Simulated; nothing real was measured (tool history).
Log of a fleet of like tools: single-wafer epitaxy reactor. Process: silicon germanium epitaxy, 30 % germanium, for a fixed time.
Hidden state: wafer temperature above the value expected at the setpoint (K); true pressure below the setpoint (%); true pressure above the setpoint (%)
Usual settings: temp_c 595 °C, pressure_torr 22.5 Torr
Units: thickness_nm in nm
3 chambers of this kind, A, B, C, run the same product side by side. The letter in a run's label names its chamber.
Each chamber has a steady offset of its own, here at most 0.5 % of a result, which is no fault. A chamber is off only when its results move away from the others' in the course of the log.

run   hour  temp_c  pressure_torr  hours since the last pyrometer calibration  hours since the last manometer calibration  read-back reference wafer on the same gauge, thickness_nm  thickness_nm
 1B    8.0     595           22.5                                       694.2                                      1501.9                                                     63.080        56.791
 2A   16.8     595           22.5                                      1435.3                                      1431.4                                                     63.098        56.426
 3C   24.6     595           22.5                                       316.9                                       106.1                                                     63.069        56.271
 4A   37.9     595           22.5                                      1456.4                                      1452.5                                                     63.089        56.640
 5B   48.3     595           22.5                                       734.5                                      1542.2                                                     63.043        56.555
 6C   60.6     595           22.5                                       352.9                                       142.1                                                     63.066        56.217
 7C   73.2     595           22.5                                       365.5                                       154.7                                                     63.087        56.181
 8B   84.8     595           22.5                                       771.0                                      1578.7                                                     63.091        56.543
 9A   96.9     595           26.3                                      1515.4                                      1511.5                                                     63.149        60.282
10A  108.3     595           26.3                                      1526.8                                      1522.9                                                     63.119        60.402
11C  121.5     595           26.3                                       413.8                                       203.0                                                     63.124        59.859
12B  135.6     595           22.5                                       821.8                                      1629.5                                                     63.105        56.473
13C  147.6     595           22.5                                       439.9                                       229.1                                                     63.083        56.466
14A  163.1     595           22.5                                      1581.6                                      1577.7                                                     63.079        56.571
15B  172.9     595           22.5                                       859.1                                      1666.8                                                     63.128        56.435
16C  181.8     595           22.5                                       474.1                                       263.3                                                     63.152        56.389
17A  192.0     595           22.5                                      1610.5                                      1606.6                                                     63.110        56.134
18B  200.7     595           22.5                                       886.9                                      1694.6                                                     63.088        56.466
19A  213.5     595           22.5                                      1632.0                                      1628.1                                                     63.164        56.120
20B  220.6     595           22.5                                       906.8                                      1714.5                                                     63.097        56.764
21C  233.9     595           22.5                                       526.2                                       315.4                                                     63.103        56.307
22B  248.8     595           22.5                                       935.0                                      1742.7                                                     63.097        56.263
23C  256.5     595           22.5                                       548.8                                       338.0                                                     63.028        56.462
24A  270.1     595           22.5                                      1688.6                                      1684.7                                                     63.080        56.106
25A  281.3     595           22.5                                      1699.8                                      1695.9                                                     63.080        55.995
26C  294.7     595           22.5                                       587.0                                       376.2                                                     63.084        56.052
27B  304.5     595           22.5                                       990.7                                      1798.4                                                     63.105        56.357
     309.7  -- chamber B: capacitance manometer re-zeroed and calibrated
28B  317.1     595           22.5                                      1003.3                                         7.5                                                     63.072        56.259
29A  328.4     587           22.5                                      1746.9                                      1743.0                                                     63.127        48.007
30C  341.4     587           22.5                                       633.7                                       422.9                                                     63.112        48.509
31C  354.6     587           22.5                                       646.9                                       436.1                                                     63.138        48.491
32A  369.5     595           22.5                                      1788.0                                      1784.1                                                     63.085        55.661
33B  383.5     595           22.5                                      1069.7                                        73.9                                                     63.107        56.274
34C  399.1     595           22.5                                       691.4                                       480.6                                                     63.108        56.312
35A  409.3     595           22.5                                      1827.8                                      1823.9                                                     63.114        55.617
36B  416.7     595           22.5                                      1102.9                                       107.1                                                     63.089        56.297
37A  428.4     595           22.5                                      1846.9                                      1843.0                                                     63.074        55.454
38C  440.3     595           22.5                                       732.6                                       521.8                                                     63.091        56.313
39B  450.1     595           22.5                                      1136.3                                       140.5                                                     63.096        56.321
40A  457.9     595           22.5                                      1876.4                                      1872.5                                                     63.087        55.404
41C  468.9     595           22.5                                       761.2                                       550.4                                                     63.092        56.406

All 3 chambers run these settings next. Forecast each chamber's results:
42A  480.3     595           17.7                                                                                                                                                                ?
42B  480.3     595           17.7                                                                                                                                                                ?
42C  480.3     595           17.7                                                                                                                                                                ?

run  thickness_nm
42A        50.198
42B        51.072
42C        51.055
